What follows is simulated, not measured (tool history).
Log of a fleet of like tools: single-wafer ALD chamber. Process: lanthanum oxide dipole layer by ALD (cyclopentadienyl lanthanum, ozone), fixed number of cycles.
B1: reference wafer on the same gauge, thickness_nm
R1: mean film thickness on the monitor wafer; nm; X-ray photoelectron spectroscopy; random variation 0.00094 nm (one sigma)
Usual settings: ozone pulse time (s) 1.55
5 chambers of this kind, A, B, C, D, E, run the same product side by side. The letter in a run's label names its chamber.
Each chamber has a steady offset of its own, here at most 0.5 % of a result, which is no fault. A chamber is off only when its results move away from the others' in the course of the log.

run 1A day=0.329 | ozone_pulse_time_(s)=1.55 | B1=0.63610 | R1=0.54910
run 2C day=0.704 | ozone_pulse_time_(s)=1.55 | B1=0.63590 | R1=0.55372
-- day=0.788 chamber B: ozone generator serviced
-- day=0.833 chamber D: ozone generator serviced
run 3E day=1.200 | ozone_pulse_time_(s)=1.55 | B1=0.63565 | R1=0.55241
run 4D day=1.446 | ozone_pulse_time_(s)=1.55 | B1=0.63549 | R1=0.55222
run 5B day=1.829 | ozone_pulse_time_(s)=1.55 | B1=0.63550 | R1=0.55182
run 6A day=2.142 | ozone_pulse_time_(s)=1.55 | B1=0.63544 | R1=0.54966
run 7D day=2.429 | ozone_pulse_time_(s)=1.55 | B1=0.63523 | R1=0.55287
run 8E day=2.771 | ozone_pulse_time_(s)=1.55 | B1=0.63532 | R1=0.55081
run 9B day=3.117 | ozone_pulse_time_(s)=1.55 | B1=0.63479 | R1=0.55144
run 10C day=3.492 | ozone_pulse_time_(s)=1.55 | B1=0.63505 | R1=0.55029
run 11D day=3.867 | ozone_pulse_time_(s)=1.55 | B1=0.63525 | R1=0.55205
run 12C day=4.312 | ozone_pulse_time_(s)=1.55 | B1=0.63501 | R1=0.55245
-- day=4.575 chamber B: thermocouple changed; heater temperature recalibrated
run 13E day=4.754 | ozone_pulse_time_(s)=1.55 | B1=0.63474 | R1=0.55197
run 14B day=5.050 | ozone_pulse_time_(s)=1.55 | B1=0.63474 | R1=0.55193
run 15A day=5.558 | ozone_pulse_time_(s)=1.55 | B1=0.63458 | R1=0.55104
run 16D day=6.008 | ozone_pulse_time_(s)=1.55 | B1=0.63458 | R1=0.55207
run 17B day=6.533 | ozone_pulse_time_(s)=1.55 | B1=0.63452 | R1=0.55255
run 18E day=7.042 | ozone_pulse_time_(s)=1.55 | B1=0.63447 | R1=0.55139
run 19A day=7.392 | ozone_pulse_time_(s)=1.17 | B1=0.63428 | R1=0.52024
run 20C day=7.929 | ozone_pulse_time_(s)=1.17 | B1=0.63377 | R1=0.51976
run 21D day=8.233 | ozone_pulse_time_(s)=1.17 | B1=0.63412 | R1=0.52175
run 22C day=8.704 | ozone_pulse_time_(s)=1.17 | B1=0.63398 | R1=0.52008
run 23B day=9.238 | ozone_pulse_time_(s)=1.17 | B1=0.63351 | R1=0.52041
run 24A day=9.517 | ozone_pulse_time_(s)=1.55 | B1=0.63375 | R1=0.54882
run 25E day=9.842 | ozone_pulse_time_(s)=1.55 | B1=0.63355 | R1=0.55179
run 26D day=10.367 | ozone_pulse_time_(s)=1.55 | B1=0.63365 | R1=0.55006
run 27E day=10.912 | ozone_pulse_time_(s)=1.55 | B1=0.63310 | R1=0.55069
run 28B day=11.429 | ozone_pulse_time_(s)=1.55 | B1=0.63330 | R1=0.54828
run 29A day=11.912 | ozone_pulse_time_(s)=1.55 | B1=0.63323 | R1=0.54774
run 30C day=12.154 | ozone_pulse_time_(s)=1.55 | B1=0.63289 | R1=0.54987
run 31C day=12.683 | ozone_pulse_time_(s)=1.15 | B1=0.63289 | R1=0.51764
run 32B day=13.067 | ozone_pulse_time_(s)=1.15 | B1=0.63263 | R1=0.51856
run 33A day=13.400 | ozone_pulse_time_(s)=1.15 | B1=0.63263 | R1=0.51708
run 34D day=13.912 | ozone_pulse_time_(s)=1.15 | B1=0.63280 | R1=0.51918
run 35E day=14.196 | ozone_pulse_time_(s)=1.15 | B1=0.63253 | R1=0.51651
run 36C day=14.704 | ozone_pulse_time_(s)=1.55 | B1=0.63256 | R1=0.54925
run 37D day=15.154 | ozone_pulse_time_(s)=1.55 | B1=0.63213 | R1=0.54960
run 38E day=15.508 | ozone_pulse_time_(s)=1.55 | B1=0.63206 | R1=0.54929
run 39B day=16.017 | ozone_pulse_time_(s)=1.55 | B1=0.63209 | R1=0.54864
run 40A day=16.338 | ozone_pulse_time_(s)=1.55 | B1=0.63202 | R1=0.54774
run 41C day=16.754 | ozone_pulse_time_(s)=1.55 | B1=0.63194 | R1=0.54896
run 42B day=17.054 | ozone_pulse_time_(s)=1.55 | B1=0.63189 | R1=0.54928
run 43E day=17.496 | ozone_pulse_time_(s)=1.55 | B1=0.63132 | R1=0.54900

Next, every chamber runs the same settings. What will each give?
run 44A day=17.896 | ozone_pulse_time_(s)=1.21 | R1=?
run 44B day=17.896 | ozone_pulse_time_(s)=1.21 | R1=?
run 44C day=17.896 | ozone_pulse_time_(s)=1.21 | R1=?
run 44D day=17.896 | ozone_pulse_time_(s)=1.21 | R1=?
run 44E day=17.896 | ozone_pulse_time_(s)=1.21 | R1=?

run=44A R1=0.52099
run=44B R1=0.52414
run=44C R1=0.52253
run=44D R1=0.52537
run=44E R1=0.52332
